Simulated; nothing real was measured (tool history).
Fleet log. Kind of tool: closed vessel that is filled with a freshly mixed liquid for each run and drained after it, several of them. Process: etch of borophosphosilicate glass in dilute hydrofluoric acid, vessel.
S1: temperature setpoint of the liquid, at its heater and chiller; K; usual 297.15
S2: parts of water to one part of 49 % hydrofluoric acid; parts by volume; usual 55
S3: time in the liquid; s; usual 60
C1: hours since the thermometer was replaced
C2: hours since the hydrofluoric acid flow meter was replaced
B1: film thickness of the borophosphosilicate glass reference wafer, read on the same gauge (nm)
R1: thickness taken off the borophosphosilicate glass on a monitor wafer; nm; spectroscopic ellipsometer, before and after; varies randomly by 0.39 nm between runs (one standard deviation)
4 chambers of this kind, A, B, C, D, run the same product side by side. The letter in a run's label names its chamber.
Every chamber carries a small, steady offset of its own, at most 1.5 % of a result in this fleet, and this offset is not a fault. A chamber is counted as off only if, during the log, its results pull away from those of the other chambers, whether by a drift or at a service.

{"run": "1B", "hour": 11.4, "S1": 297.15, "S2": 55, "S3": 60, "C1": 205.3, "C2": 358.7, "B1": 100.01, "R1": 59.95}
{"hour": 16.7, "done": "chamber C: thermometer replaced"}
{"run": "2D", "hour": 17.4, "S1": 297.15, "S2": 55, "S3": 60, "C1": 120.9, "C2": 700.1, "B1": 99.984, "R1": 60.918}
{"run": "3A", "hour": 28.7, "S1": 297.15, "S2": 55, "S3": 60, "C1": 536.2, "C2": 488.3, "B1": 100.02, "R1": 59.65}
{"run": "4C", "hour": 37.5, "S1": 297.15, "S2": 55, "S3": 60, "C1": 20.9, "C2": 251.8, "B1": 100, "R1": 60.837}
{"run": "5D", "hour": 45.9, "S1": 297.15, "S2": 55, "S3": 60, "C1": 149.4, "C2": 728.6, "B1": 99.991, "R1": 61.817}
{"run": "6C", "hour": 55.7, "S1": 297.15, "S2": 55, "S3": 60, "C1": 39.1, "C2": 270, "B1": 99.975, "R1": 61.077}
{"run": "7A", "hour": 61.7, "S1": 295.65, "S2": 55, "S3": 70, "C1": 569.2, "C2": 521.3, "B1": 99.988, "R1": 65.435}
{"run": "8B", "hour": 72.9, "S1": 295.65, "S2": 55, "S3": 70, "C1": 266.8, "C2": 420.2, "B1": 100.04, "R1": 66.771}
{"run": "9C", "hour": 79.3, "S1": 295.65, "S2": 55, "S3": 70, "C1": 62.7, "C2": 293.6, "B1": 100, "R1": 65.777}
{"run": "10B", "hour": 86.3, "S1": 295.65, "S2": 55, "S3": 70, "C1": 280.2, "C2": 433.6, "B1": 99.995, "R1": 66.444}
{"hour": 95.1, "done": "chamber D: hydrofluoric acid flow meter replaced"}
{"run": "11D", "hour": 98.1, "S1": 297.15, "S2": 55, "S3": 60, "C1": 201.6, "C2": 3, "B1": 100.01, "R1": 60.907}
{"run": "12A", "hour": 108.2, "S1": 297.15, "S2": 55, "S3": 60, "C1": 615.7, "C2": 567.8, "B1": 100.01, "R1": 57.846}
{"run": "13D", "hour": 119.4, "S1": 297.15, "S2": 55, "S3": 60, "C1": 222.9, "C2": 24.3, "B1": 99.987, "R1": 61.615}
{"run": "14B", "hour": 129.0, "S1": 297.15, "S2": 55, "S3": 60, "C1": 322.9, "C2": 476.3, "B1": 100.01, "R1": 60.003}
{"run": "15A", "hour": 137.1, "S1": 297.15, "S2": 55, "S3": 60, "C1": 644.6, "C2": 596.7, "B1": 99.997, "R1": 57.226}
{"run": "16C", "hour": 147.0, "S1": 293.65, "S2": 30, "S3": 60, "C1": 130.4, "C2": 361.3, "B1": 100.01, "R1": 98.73}
{"run": "17A", "hour": 157.7, "S1": 293.65, "S2": 30, "S3": 60, "C1": 665.2, "C2": 617.3, "B1": 100.02, "R1": 93.672}
{"run": "18C", "hour": 166.8, "S1": 293.65, "S2": 30, "S3": 60, "C1": 150.2, "C2": 381.1, "B1": 100.02, "R1": 98.383}
{"run": "19D", "hour": 173.3, "S1": 293.65, "S2": 30, "S3": 60, "C1": 276.8, "C2": 78.2, "B1": 100.01, "R1": 98.784}
{"run": "20B", "hour": 181.5, "S1": 297.15, "S2": 55, "S3": 60, "C1": 375.4, "C2": 528.8, "B1": 99.996, "R1": 60.634}
{"run": "21A", "hour": 191.9, "S1": 297.15, "S2": 55, "S3": 60, "C1": 699.4, "C2": 651.5, "B1": 99.966, "R1": 55.642}
{"run": "22D", "hour": 199.5, "S1": 297.15, "S2": 55, "S3": 60, "C1": 303, "C2": 104.4, "B1": 100.01, "R1": 60.707}
{"run": "23B", "hour": 210.3, "S1": 297.15, "S2": 55, "S3": 60, "C1": 404.2, "C2": 557.6, "B1": 100.02, "R1": 60.262}
{"run": "24C", "hour": 219.8, "S1": 297.15, "S2": 55, "S3": 60, "C1": 203.2, "C2": 434.1, "B1": 99.993, "R1": 60.15}

Next, every chamber runs the same settings. What will each give?
{"run": "25A", "hour": 228.3, "S1": 297.15, "S2": 55, "S3": 60, "R1": "?"}
{"run": "25B", "hour": 228.3, "S1": 297.15, "S2": 55, "S3": 60, "R1": "?"}
{"run": "25C", "hour": 228.3, "S1": 297.15, "S2": 55, "S3": 60, "R1": "?"}
{"run": "25D", "hour": 228.3, "S1": 297.15, "S2": 55, "S3": 60, "R1": "?"}

run=25A R1=54.279
run=25B R1=60.587
run=25C R1=60.601
run=25D R1=61.147
